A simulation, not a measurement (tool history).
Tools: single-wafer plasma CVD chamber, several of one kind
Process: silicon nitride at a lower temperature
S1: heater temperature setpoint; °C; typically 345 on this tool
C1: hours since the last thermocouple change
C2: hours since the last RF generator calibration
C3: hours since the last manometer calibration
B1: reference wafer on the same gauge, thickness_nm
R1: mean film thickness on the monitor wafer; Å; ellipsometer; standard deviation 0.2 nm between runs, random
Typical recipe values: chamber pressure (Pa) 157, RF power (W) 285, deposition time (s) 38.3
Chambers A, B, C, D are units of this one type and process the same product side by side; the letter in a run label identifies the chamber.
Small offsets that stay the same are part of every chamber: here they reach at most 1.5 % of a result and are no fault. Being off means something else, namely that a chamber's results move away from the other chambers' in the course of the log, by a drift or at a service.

{"run": "1D", "day": 0.204, "S1": 345, "chamber pressure (Pa)": 157, "RF power (W)": 285, "deposition time (s)": 38.3, "C1": 1155.7, "C2": 142.0, "C3": 1062.0, "B1": 33.255, "R1": 400.71}
{"run": "2A", "day": 0.421, "S1": 345, "chamber pressure (Pa)": 157, "RF power (W)": 285, "deposition time (s)": 38.3, "C1": 677.9, "C2": 347.1, "C3": 31.1, "B1": 33.329, "R1": 395.53}
{"run": "3C", "day": 0.683, "S1": 345, "chamber pressure (Pa)": 157, "RF power (W)": 285, "deposition time (s)": 38.3, "C1": 753.3, "C2": 1770.6, "C3": 94.8, "B1": 33.298, "R1": 405.2}
{"run": "4B", "day": 0.879, "S1": 345, "chamber pressure (Pa)": 157, "RF power (W)": 285, "deposition time (s)": 38.3, "C1": 1920.7, "C2": 1040.0, "C3": 2257.2, "B1": 33.331, "R1": 401.4}
{"run": "5A", "day": 1.121, "S1": 345, "chamber pressure (Pa)": 157, "RF power (W)": 245, "deposition time (s)": 40.6, "C1": 694.7, "C2": 363.9, "C3": 47.9, "B1": 33.281, "R1": 377.7}
{"run": "6D", "day": 1.288, "S1": 345, "chamber pressure (Pa)": 157, "RF power (W)": 245, "deposition time (s)": 40.6, "C1": 1181.7, "C2": 168.0, "C3": 1088.0, "B1": 33.277, "R1": 385.54}
{"run": "7B", "day": 1.538, "S1": 345, "chamber pressure (Pa)": 157, "RF power (W)": 245, "deposition time (s)": 40.6, "C1": 1936.5, "C2": 1055.8, "C3": 2273.0, "B1": 33.305, "R1": 382.75}
{"run": "8C", "day": 1.85, "S1": 345, "chamber pressure (Pa)": 157, "RF power (W)": 245, "deposition time (s)": 40.6, "C1": 781.3, "C2": 1798.6, "C3": 122.8, "B1": 33.329, "R1": 387.74}
{"run": "9C", "day": 2.125, "S1": 345, "chamber pressure (Pa)": 157, "RF power (W)": 285, "deposition time (s)": 38.3, "C1": 787.9, "C2": 1805.2, "C3": 129.4, "B1": 33.305, "R1": 408.01}
{"run": "10D", "day": 2.288, "S1": 345, "chamber pressure (Pa)": 157, "RF power (W)": 285, "deposition time (s)": 38.3, "C1": 1205.7, "C2": 192.0, "C3": 1112.0, "B1": 33.28, "R1": 400.47}
{"run": "11A", "day": 2.558, "S1": 345, "chamber pressure (Pa)": 157, "RF power (W)": 285, "deposition time (s)": 38.3, "C1": 729.2, "C2": 398.4, "C3": 82.4, "B1": 33.297, "R1": 396.47}
{"run": "12B", "day": 2.762, "S1": 345, "chamber pressure (Pa)": 157, "RF power (W)": 285, "deposition time (s)": 38.3, "C1": 1965.9, "C2": 1085.2, "C3": 2302.4, "B1": 33.316, "R1": 401.27}
{"run": "13B", "day": 3.025, "S1": 345, "chamber pressure (Pa)": 157, "RF power (W)": 285, "deposition time (s)": 38.3, "C1": 1972.2, "C2": 1091.5, "C3": 2308.7, "B1": 33.298, "R1": 403.94}
{"run": "14C", "day": 3.262, "S1": 345, "chamber pressure (Pa)": 157, "RF power (W)": 285, "deposition time (s)": 38.3, "C1": 815.2, "C2": 1832.5, "C3": 156.7, "B1": 33.33, "R1": 405.4}
{"run": "15A", "day": 3.429, "S1": 345, "chamber pressure (Pa)": 157, "RF power (W)": 285, "deposition time (s)": 38.3, "C1": 750.1, "C2": 419.3, "C3": 103.3, "B1": 33.281, "R1": 398.86}
{"run": "16D", "day": 3.596, "S1": 345, "chamber pressure (Pa)": 157, "RF power (W)": 285, "deposition time (s)": 38.3, "C1": 1237.1, "C2": 223.4, "C3": 1143.4, "B1": 33.274, "R1": 400.59}
{"run": "17A", "day": 3.775, "S1": 345, "chamber pressure (Pa)": 157, "RF power (W)": 285, "deposition time (s)": 38.3, "C1": 758.4, "C2": 427.6, "C3": 111.6, "B1": 33.314, "R1": 395.05}
{"day": 3.821, "done": "chamber B: capacitance manometer re-zeroed and calibrated"}
{"run": "18B", "day": 4.075, "S1": 345, "chamber pressure (Pa)": 157, "RF power (W)": 285, "deposition time (s)": 38.3, "C1": 1997.4, "C2": 1116.7, "C3": 6.1, "B1": 33.325, "R1": 398.83}
{"run": "19C", "day": 4.283, "S1": 345, "chamber pressure (Pa)": 157, "RF power (W)": 285, "deposition time (s)": 38.3, "C1": 839.7, "C2": 1857.0, "C3": 181.2, "B1": 33.31, "R1": 401.08}
{"run": "20D", "day": 4.562, "S1": 345, "chamber pressure (Pa)": 157, "RF power (W)": 285, "deposition time (s)": 38.3, "C1": 1260.3, "C2": 246.6, "C3": 1166.6, "B1": 33.274, "R1": 403.1}
{"run": "21D", "day": 4.754, "S1": 345, "chamber pressure (Pa)": 157, "RF power (W)": 285, "deposition time (s)": 38.3, "C1": 1264.9, "C2": 251.2, "C3": 1171.2, "B1": 33.315, "R1": 400.62}
{"run": "22A", "day": 4.942, "S1": 345, "chamber pressure (Pa)": 157, "RF power (W)": 285, "deposition time (s)": 38.3, "C1": 786.4, "C2": 455.6, "C3": 139.6, "B1": 33.334, "R1": 396.06}
{"run": "23C", "day": 5.096, "S1": 332, "chamber pressure (Pa)": 136, "RF power (W)": 285, "deposition time (s)": 38.3, "C1": 859.2, "C2": 1876.5, "C3": 200.7, "B1": 33.254, "R1": 385.99}
{"run": "24B", "day": 5.25, "S1": 332, "chamber pressure (Pa)": 136, "RF power (W)": 285, "deposition time (s)": 38.3, "C1": 2025.6, "C2": 1144.9, "C3": 34.3, "B1": 33.334, "R1": 384.43}
{"run": "25B", "day": 5.571, "S1": 332, "chamber pressure (Pa)": 136, "RF power (W)": 285, "deposition time (s)": 38.3, "C1": 2033.3, "C2": 1152.6, "C3": 42.0, "B1": 33.299, "R1": 382.44}
{"run": "26A", "day": 5.771, "S1": 332, "chamber pressure (Pa)": 136, "RF power (W)": 285, "deposition time (s)": 38.3, "C1": 806.3, "C2": 475.5, "C3": 159.5, "B1": 33.35, "R1": 381.93}
{"run": "27C", "day": 5.971, "S1": 345, "chamber pressure (Pa)": 157, "RF power (W)": 285, "deposition time (s)": 38.3, "C1": 880.2, "C2": 1897.5, "C3": 221.7, "B1": 33.352, "R1": 409.45}
{"run": "28D", "day": 6.192, "S1": 345, "chamber pressure (Pa)": 157, "RF power (W)": 285, "deposition time (s)": 38.3, "C1": 1299.4, "C2": 285.7, "C3": 1205.7, "B1": 33.3, "R1": 400.01}
{"run": "29B", "day": 6.475, "S1": 345, "chamber pressure (Pa)": 157, "RF power (W)": 245, "deposition time (s)": 38.3, "C1": 2055.0, "C2": 1174.3, "C3": 63.7, "B1": 33.255, "R1": 355.91}
{"run": "30D", "day": 6.75, "S1": 345, "chamber pressure (Pa)": 157, "RF power (W)": 245, "deposition time (s)": 38.3, "C1": 1312.8, "C2": 299.1, "C3": 1219.1, "B1": 33.328, "R1": 365.1}
{"run": "31C", "day": 7.083, "S1": 345, "chamber pressure (Pa)": 157, "RF power (W)": 245, "deposition time (s)": 38.3, "C1": 906.9, "C2": 1924.2, "C3": 248.4, "B1": 33.275, "R1": 364.91}
{"day": 7.167, "done": "chamber A: thermocouple changed; heater temperature recalibrated"}
{"run": "32A", "day": 7.396, "S1": 345, "chamber pressure (Pa)": 157, "RF power (W)": 245, "deposition time (s)": 38.3, "C1": 5.6, "C2": 514.5, "C3": 198.5, "B1": 33.306, "R1": 356.76}
{"run": "33D", "day": 7.696, "S1": 345, "chamber pressure (Pa)": 157, "RF power (W)": 285, "deposition time (s)": 38.3, "C1": 1335.5, "C2": 321.8, "C3": 1241.8, "B1": 33.322, "R1": 397.71}
{"run": "34C", "day": 7.871, "S1": 345, "chamber pressure (Pa)": 157, "RF power (W)": 285, "deposition time (s)": 38.3, "C1": 925.8, "C2": 1943.1, "C3": 267.3, "B1": 33.332, "R1": 403.74}
{"day": 7.917, "done": "chamber D: thermocouple changed; heater temperature recalibrated"}
{"run": "35A", "day": 8.142, "S1": 338, "chamber pressure (Pa)": 176, "RF power (W)": 285, "deposition time (s)": 38.3, "C1": 23.5, "C2": 532.4, "C3": 216.4, "B1": 33.291, "R1": 408.72}
{"run": "36B", "day": 8.433, "S1": 338, "chamber pressure (Pa)": 176, "RF power (W)": 285, "deposition time (s)": 38.3, "C1": 2102.0, "C2": 1221.3, "C3": 110.7, "B1": 33.283, "R1": 406.61}
{"run": "37C", "day": 8.725, "S1": 338, "chamber pressure (Pa)": 176, "RF power (W)": 285, "deposition time (s)": 38.3, "C1": 946.3, "C2": 1963.6, "C3": 287.8, "B1": 33.278, "R1": 416.02}
{"run": "38A", "day": 9.038, "S1": 338, "chamber pressure (Pa)": 176, "RF power (W)": 285, "deposition time (s)": 38.3, "C1": 45.0, "C2": 553.9, "C3": 237.9, "B1": 33.314, "R1": 409.14}
{"run": "39D", "day": 9.35, "S1": 345, "chamber pressure (Pa)": 157, "RF power (W)": 285, "deposition time (s)": 38.3, "C1": 34.5, "C2": 361.5, "C3": 1281.5, "B1": 33.367, "R1": 401.77}

Does one chamber stand apart from the rest, does the shared gauge drift, or is all well apart from small per-chamber offsets? Give the chamber and the most likely cause, where there is one.

It is chamber B that slowly wanders off from its peers.
Cause: delivered RF power below the setpoint (%) = 4.45.
With only this log, it may be confused with: true pressure below the setpoint (%).

Chamber B could run next with any of the 4 candidate recipes listed below; each alters the usual settings, and their results appear as question marks. Which one brings its results back in line with what the other chambers deliver on the usual settings?
Maximum distance from the other chambers' mean on the usual settings for a result to count as in line: R1 7.10 Å
{"run": "40B-1", "day": 9.604, "S1": 345, "chamber pressure (Pa)": 141, "RF power (W)": 285, "deposition time (s)": 38.3, "R1": "?"}
{"run": "40B-2", "day": 9.604, "S1": 345, "chamber pressure (Pa)": 153, "RF power (W)": 285, "deposition time (s)": 36.2, "R1": "?"}
{"run": "40B-3", "day": 9.604, "S1": 345, "chamber pressure (Pa)": 161, "RF power (W)": 285, "deposition time (s)": 40.4, "R1": "?"}
{"run": "40B-4", "day": 9.604, "S1": 345, "chamber pressure (Pa)": 157, "RF power (W)": 285, "deposition time (s)": 39.5, "R1": "?"}

The other chambers' mean on the usual settings: R1 400.65 Å
run=40B-1 R1=375.87
run=40B-2 R1=364.31
run=40B-3 R1=412.54
run=40B-4 R1=400.45
40B-4 puts the chamber back in line with the other chambers.

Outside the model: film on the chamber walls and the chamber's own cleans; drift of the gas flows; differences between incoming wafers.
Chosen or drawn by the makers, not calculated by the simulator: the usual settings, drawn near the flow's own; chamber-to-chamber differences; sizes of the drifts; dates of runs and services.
